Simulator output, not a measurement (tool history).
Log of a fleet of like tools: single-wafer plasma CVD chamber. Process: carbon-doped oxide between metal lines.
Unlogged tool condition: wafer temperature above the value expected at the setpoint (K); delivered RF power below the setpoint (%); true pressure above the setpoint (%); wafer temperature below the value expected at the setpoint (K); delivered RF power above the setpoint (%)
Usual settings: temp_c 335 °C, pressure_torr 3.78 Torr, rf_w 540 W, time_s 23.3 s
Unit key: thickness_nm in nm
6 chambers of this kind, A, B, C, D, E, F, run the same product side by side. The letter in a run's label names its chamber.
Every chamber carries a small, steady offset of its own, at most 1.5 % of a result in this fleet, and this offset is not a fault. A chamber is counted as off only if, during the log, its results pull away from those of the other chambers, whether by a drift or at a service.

run,day,temp_c,pressure_torr,rf_w,time_s,hours since the last thermocouple change,hours since the last RF generator calibration,hours since the last manometer calibration,"read-back reference wafer on the same gauge, thickness_nm",thickness_nm
1C,0.529,335,3.78,540,23.3,2069.0,1154.3,747.6,150.12,126.84
2D,1.183,335,3.78,540,23.3,1927.0,1285.3,1062.7,149.98,127.68
3A,1.742,335,3.78,540,23.3,259.7,892.9,512.8,150.02,127.79
4B,2.129,335,3.78,540,23.3,229.8,110.3,1023.5,150.05,125.78
5E,2.788,335,3.78,540,23.3,795.6,1410.8,1846.1,150.01,126.47
6F,3.450,335,2.94,540,23.3,1928.3,1686.9,507.6,150.01,124.69
7C,3.912,335,2.94,540,23.3,2150.2,1235.5,828.8,150.05,122.99
8A,4.338,335,2.94,540,23.3,322.0,955.2,575.1,150.08,124.37
# day 4.446: chamber D: RF generator calibrated
9E,4.921,335,2.94,540,23.3,846.8,1462.0,1897.3,149.92,124.23
10D,5.500,335,2.94,540,23.3,2030.6,25.3,1166.3,150.10,124.35
11F,6.067,335,2.94,540,23.3,1991.1,1749.7,570.4,149.96,124.92
12B,6.362,335,4.51,500,23.3,331.4,211.9,1125.1,149.95,121.51
13B,6.917,335,4.51,500,23.3,344.7,225.2,1138.4,149.98,123.64
14F,7.283,335,4.51,500,23.3,2020.3,1778.9,599.6,150.09,124.78
15A,7.746,335,4.51,500,23.3,403.8,1037.0,656.9,150.22,122.48
16C,8.312,335,4.51,500,23.3,2255.8,1341.1,934.4,150.12,124.17
17E,8.842,335,4.51,500,23.3,940.9,1556.1,1991.4,149.94,124.02
# day 8.912: chamber C: RF generator calibrated
18D,9.379,335,3.78,540,23.3,2123.7,118.4,1259.4,150.03,127.74
19B,9.954,335,3.78,540,23.3,417.6,298.1,1211.3,150.02,125.86
20E,10.404,335,3.78,540,23.3,978.4,1593.6,2028.9,149.92,126.15
21C,10.879,321,4.52,540,23.3,2317.4,47.3,996.0,150.00,137.89
22D,11.521,321,4.52,540,23.3,2175.1,169.8,1310.8,150.05,136.73
23A,12.083,321,4.52,540,23.3,507.9,1141.1,761.0,150.20,134.19
24F,12.550,321,4.52,540,23.3,2146.7,1905.3,726.0,149.88,137.06
# day 12.858: chamber C: capacitance manometer re-zeroed and calibrated
25E,13.112,321,4.52,540,23.3,1043.4,1658.6,2093.9,150.00,136.80
26F,13.621,321,4.52,540,23.3,2172.4,1931.0,751.7,149.89,137.82
27A,13.950,335,3.78,540,23.3,552.7,1185.9,805.8,150.09,123.74
28B,14.262,335,3.78,540,23.3,521.0,401.5,1314.7,149.93,125.26
29C,14.638,335,3.78,540,23.3,2407.6,137.5,42.8,149.83,128.12
30D,15.279,335,3.78,540,23.3,2265.3,260.0,1401.0,150.16,127.67
# day 15.425: chamber A: capacitance manometer re-zeroed and calibrated
31F,15.679,335,3.78,540,23.3,2221.8,1980.4,801.1,149.99,127.81
32C,16.342,335,3.78,540,23.3,2448.5,178.4,83.7,150.00,126.80
33D,16.933,335,3.78,540,23.3,2305.0,299.7,1440.7,150.00,127.63
34E,17.296,335,3.78,540,23.3,1143.8,1759.0,2194.3,149.98,127.23
35B,17.692,335,3.78,540,23.3,603.3,483.8,1397.0,150.01,126.46
36A,18.238,335,3.78,540,23.3,655.6,1288.8,67.6,150.01,122.27
37E,18.750,335,3.78,540,23.3,1178.7,1793.9,2229.2,149.95,126.81
38A,19.217,335,3.78,540,23.3,679.1,1312.3,91.1,150.00,121.94
39F,19.879,335,3.78,540,23.3,2322.6,2081.2,901.9,149.92,128.05

For the next run the whole fleet of 6 chambers uses the same settings. Give each chamber's results:
40A,20.354,335,3.78,540,23.3,,,,,?
40B,20.354,335,3.78,540,23.3,,,,,?
40C,20.354,335,3.78,540,23.3,,,,,?
40D,20.354,335,3.78,540,23.3,,,,,?
40E,20.354,335,3.78,540,23.3,,,,,?
40F,20.354,335,3.78,540,23.3,,,,,?

run,thickness_nm
40A,121.03
40B,125.46
40C,127.13
40D,127.04
40E,127.27
40F,128.23
